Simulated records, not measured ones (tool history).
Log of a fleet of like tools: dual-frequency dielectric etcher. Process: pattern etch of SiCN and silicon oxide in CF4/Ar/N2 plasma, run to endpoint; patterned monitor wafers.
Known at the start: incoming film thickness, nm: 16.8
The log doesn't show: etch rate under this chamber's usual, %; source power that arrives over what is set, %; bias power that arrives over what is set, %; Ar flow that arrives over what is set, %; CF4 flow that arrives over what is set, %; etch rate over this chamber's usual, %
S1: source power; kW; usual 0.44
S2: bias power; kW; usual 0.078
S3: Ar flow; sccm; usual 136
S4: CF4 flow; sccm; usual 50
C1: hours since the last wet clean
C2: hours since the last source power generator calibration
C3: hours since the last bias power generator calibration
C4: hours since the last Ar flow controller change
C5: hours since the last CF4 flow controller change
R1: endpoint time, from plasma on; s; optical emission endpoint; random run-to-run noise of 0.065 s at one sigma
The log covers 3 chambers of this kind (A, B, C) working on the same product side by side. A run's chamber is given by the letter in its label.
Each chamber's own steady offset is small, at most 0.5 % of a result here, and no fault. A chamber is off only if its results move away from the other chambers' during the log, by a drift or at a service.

run 1C hour=9 | S1=0.44 S2=0.078 S3=136 S4=50 | C1=258.4 C2=2392.8 C3=442.4 C4=1247 C5=1337.8 | R1=21.381
run 2B hour=14.7 | S1=0.44 S2=0.078 S3=136 S4=50 | C1=215.6 C2=1372.5 C3=831.5 C4=1994.4 C5=2643.2 | R1=21.371
run 3A hour=25.8 | S1=0.44 S2=0.078 S3=136 S4=50 | C1=490.1 C2=2162.4 C3=2732.8 C4=895 C5=1439.7 | R1=21.321
run 4C hour=32 | S1=0.44 S2=0.078 S3=136 S4=50 | C1=281.4 C2=2415.8 C3=465.4 C4=1270 C5=1360.8 | R1=21.407
run 5B hour=43.8 | S1=0.44 S2=0.078 S3=136 S4=50 | C1=244.7 C2=1401.6 C3=860.6 C4=2023.5 C5=2672.3 | R1=21.437
run 6A hour=55.1 | S1=0.44 S2=0.078 S3=136 S4=50 | C1=519.4 C2=2191.7 C3=2762.1 C4=924.3 C5=1469 | R1=21.325
run 7A hour=66.4 | S1=0.44 S2=0.066 S3=136 S4=50 | C1=530.7 C2=2203 C3=2773.4 C4=935.6 C5=1480.3 | R1=22.734
run 8C hour=75.8 | S1=0.44 S2=0.066 S3=136 S4=50 | C1=325.2 C2=2459.6 C3=509.2 C4=1313.8 C5=1404.6 | R1=22.817
run 9B hour=81.8 | S1=0.44 S2=0.066 S3=136 S4=50 | C1=282.7 C2=1439.6 C3=898.6 C4=2061.5 C5=2710.3 | R1=22.795
run 10B hour=91 | S1=0.44 S2=0.078 S3=136 S4=50 | C1=291.9 C2=1448.8 C3=907.8 C4=2070.7 C5=2719.5 | R1=21.465
run 11A hour=98.4 | S1=0.44 S2=0.078 S3=136 S4=50 | C1=562.7 C2=2235 C3=2805.4 C4=967.6 C5=1512.3 | R1=21.333
run 12C hour=110.3 | S1=0.44 S2=0.078 S3=136 S4=50 | C1=359.7 C2=2494.1 C3=543.7 C4=1348.3 C5=1439.1 | R1=21.226
run 13C hour=121.9 | S1=0.44 S2=0.078 S3=136 S4=58 | C1=371.3 C2=2505.7 C3=555.3 C4=1359.9 C5=1450.7 | R1=20.906
run 14A hour=127.4 | S1=0.44 S2=0.078 S3=136 S4=58 | C1=591.7 C2=2264 C3=2834.4 C4=996.6 C5=1541.3 | R1=20.808
run 15B hour=138.4 | S1=0.44 S2=0.078 S3=136 S4=58 | C1=339.3 C2=1496.2 C3=955.2 C4=2118.1 C5=2766.9 | R1=20.887
run 16C hour=147.1 | S1=0.44 S2=0.078 S3=136 S4=50 | C1=396.5 C2=2530.9 C3=580.5 C4=1385.1 C5=1475.9 | R1=21.444
run 17A hour=155.9 | S1=0.44 S2=0.078 S3=136 S4=50 | C1=620.2 C2=2292.5 C3=2862.9 C4=1025.1 C5=1569.8 | R1=21.336
-- hour=160 chamber A: wet clean of the chamber
run 18B hour=162.7 | S1=0.44 S2=0.078 S3=156 S4=50 | C1=363.6 C2=1520.5 C3=979.5 C4=2142.4 C5=2791.2 | R1=21.993
run 19C hour=169.4 | S1=0.44 S2=0.078 S3=156 S4=50 | C1=418.8 C2=2553.2 C3=602.8 C4=1407.4 C5=1498.2 | R1=21.812
run 20A hour=177.5 | S1=0.44 S2=0.078 S3=156 S4=50 | C1=17.6 C2=2314.1 C3=2884.5 C4=1046.7 C5=1591.4 | R1=22.202
run 21B hour=184.2 | S1=0.44 S2=0.078 S3=136 S4=50 | C1=385.1 C2=1542 C3=1001 C4=2163.9 C5=2812.7 | R1=21.446
-- hour=187.2 chamber A: source power generator calibrated
run 22A hour=193.3 | S1=0.44 S2=0.078 S3=136 S4=50 | C1=33.4 C2=6.2 C3=2900.3 C4=1062.5 C5=1607.2 | R1=21.786
run 23B hour=201.9 | S1=0.44 S2=0.078 S3=136 S4=50 | C1=402.8 C2=1559.7 C3=1018.7 C4=2181.6 C5=2830.4 | R1=21.447
run 24C hour=207.9 | S1=0.5 S2=0.078 S3=136 S4=41 | C1=457.3 C2=2591.7 C3=641.3 C4=1445.9 C5=1536.7 | R1=19.689
run 25C hour=217.7 | S1=0.5 S2=0.078 S3=136 S4=41 | C1=467.1 C2=2601.5 C3=651.1 C4=1455.7 C5=1546.5 | R1=19.832
run 26B hour=224.7 | S1=0.5 S2=0.078 S3=136 S4=41 | C1=425.6 C2=1582.5 C3=1041.5 C4=2204.4 C5=2853.2 | R1=19.791
run 27A hour=231.6 | S1=0.44 S2=0.078 S3=136 S4=50 | C1=71.7 C2=44.5 C3=2938.6 C4=1100.8 C5=1645.5 | R1=21.759
run 28B hour=243.2 | S1=0.44 S2=0.078 S3=136 S4=50 | C1=444.1 C2=1601 C3=1060 C4=2222.9 C5=2871.7 | R1=21.391
run 29A hour=255.5 | S1=0.44 S2=0.078 S3=136 S4=50 | C1=95.6 C2=68.4 C3=2962.5 C4=1124.7 C5=1669.4 | R1=21.856
run 30C hour=265.8 | S1=0.44 S2=0.078 S3=136 S4=50 | C1=515.2 C2=2649.6 C3=699.2 C4=1503.8 C5=1594.6 | R1=21.44
run 31B hour=271.1 | S1=0.44 S2=0.078 S3=136 S4=56 | C1=472 C2=1628.9 C3=1087.9 C4=2250.8 C5=2899.6 | R1=21.065
run 32C hour=280.7 | S1=0.44 S2=0.078 S3=136 S4=56 | C1=530.1 C2=2664.5 C3=714.1 C4=1518.7 C5=1609.5 | R1=21.095
run 33A hour=289.9 | S1=0.44 S2=0.078 S3=136 S4=56 | C1=130 C2=102.8 C3=2996.9 C4=1159.1 C5=1703.8 | R1=21.379
run 34A hour=299.7 | S1=0.44 S2=0.078 S3=136 S4=50 | C1=139.8 C2=112.6 C3=3006.7 C4=1168.9 C5=1713.6 | R1=21.87

Does one chamber stand apart from the rest, does the shared gauge drift, or is all well apart from small per-chamber offsets? Give the chamber and the most likely cause, where there is one.

After it was serviced, chamber A no longer matches the other chambers.
What lies behind it: etch rate under this chamber's usual, % = 2.36.

Below are 4 candidate recipes for chamber A's next run, each the usual settings with a change, their results shown as question marks. Which of them brings A's results back in line with what the other chambers give on the usual settings?
In line here means within this much of the mean the other chambers give on the usual settings: R1 0.23 s
run 35A-1 hour=308.5 | S1=0.45 S2=0.078 S3=135 S4=50 | R1=?
run 35A-2 hour=308.5 | S1=0.44 S2=0.078 S3=120 S4=56 | R1=?
run 35A-3 hour=308.5 | S1=0.43 S2=0.078 S3=137 S4=50 | R1=?
run 35A-4 hour=308.5 | S1=0.42 S2=0.078 S3=137 S4=50 | R1=?

What the other chambers average on the usual settings: R1 21.427 s
run=35A-1 R1=21.353
run=35A-2 R1=20.98
run=35A-3 R1=22.251
run=35A-4 R1=22.702
The right change is 35A-1: it brings the chamber back within the allowed miss of the others.

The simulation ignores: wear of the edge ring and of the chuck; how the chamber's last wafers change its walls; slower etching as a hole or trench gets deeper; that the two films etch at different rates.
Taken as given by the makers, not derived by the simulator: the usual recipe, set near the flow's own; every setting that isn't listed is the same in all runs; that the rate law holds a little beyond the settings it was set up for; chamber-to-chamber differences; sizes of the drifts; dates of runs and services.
